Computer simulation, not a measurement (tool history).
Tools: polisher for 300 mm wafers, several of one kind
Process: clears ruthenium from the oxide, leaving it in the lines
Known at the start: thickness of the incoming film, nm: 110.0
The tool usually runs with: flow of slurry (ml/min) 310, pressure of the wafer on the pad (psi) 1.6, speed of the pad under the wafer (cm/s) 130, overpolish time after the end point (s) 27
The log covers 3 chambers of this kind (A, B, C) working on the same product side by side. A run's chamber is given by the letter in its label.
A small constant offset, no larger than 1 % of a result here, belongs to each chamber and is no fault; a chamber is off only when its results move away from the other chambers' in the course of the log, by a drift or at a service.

run,hour,flow of slurry (ml/min),pressure of the wafer on the pad (psi),speed of the pad under the wafer (cm/s),overpolish time after the end point (s),wafers polished on this pad,hours since the slurry nozzle was cleaned,hours since the head pressure was calibrated,time until the end point was called (s)
# hour 3.7: chamber C: worn pad replaced by a new one
1B,5.6,310,1.6,130,27,588,181.3,172.1,89.540
2C,8.3,310,1.6,130,27,51,237.8,1106.7,89.184
3A,13.8,310,1.6,130,27,194,578.5,478.2,91.174
4C,17.9,310,1.6,130,27,156,247.4,1116.3,90.403
5B,21.2,310,1.6,130,27,759,196.9,187.7,88.439
6A,24.0,310,1.6,130,27,306,588.7,488.4,92.825
7B,27.9,310,1.6,130,27,832,203.6,194.4,90.192
8C,31.7,215,1.6,104,27,308,261.2,1130.1,116.950
9A,34.6,215,1.6,104,27,423,599.3,499.0,122.140
10B,38.3,215,1.6,104,27,947,214.0,204.8,118.530
11A,42.1,310,1.6,130,27,505,606.8,506.5,90.005
12C,48.0,310,1.1,130,27,487,277.5,1146.4,127.640
13B,51.0,310,1.1,130,27,1086,226.7,217.5,132.620
# hour 51.9: chamber A: worn pad replaced by a new one
14A,57.3,310,1.1,130,27,59,622.0,521.7,136.650
# hour 58.8: chamber C: head pressure recalibrated
15C,60.9,310,1.6,130,27,628,290.4,2.2,88.698
16A,64.0,310,2.1,130,27,133,628.7,528.4,67.702
# hour 66.2: chamber B: worn pad replaced by a new one
17B,70.2,310,2.1,130,27,44,245.9,236.7,67.611
18C,73.3,310,2.1,130,27,764,302.8,14.6,68.319
19C,76.6,310,1.6,130,27,801,306.1,17.9,89.795
20B,82.7,310,1.6,130,27,181,258.4,249.2,89.457
21A,85.8,310,2.1,130,19,372,650.5,550.2,69.301
22A,89.9,310,2.1,130,19,417,654.6,554.3,70.102

All 3 chambers run these settings next. Forecast each chamber's results:
23A,94.5,310,1.6,88,27,,,,?
23B,94.5,310,1.6,88,27,,,,?
23C,94.5,310,1.6,88,27,,,,?

run,time until the end point was called (s)
23A,134.960
23B,132.640
23C,133.920

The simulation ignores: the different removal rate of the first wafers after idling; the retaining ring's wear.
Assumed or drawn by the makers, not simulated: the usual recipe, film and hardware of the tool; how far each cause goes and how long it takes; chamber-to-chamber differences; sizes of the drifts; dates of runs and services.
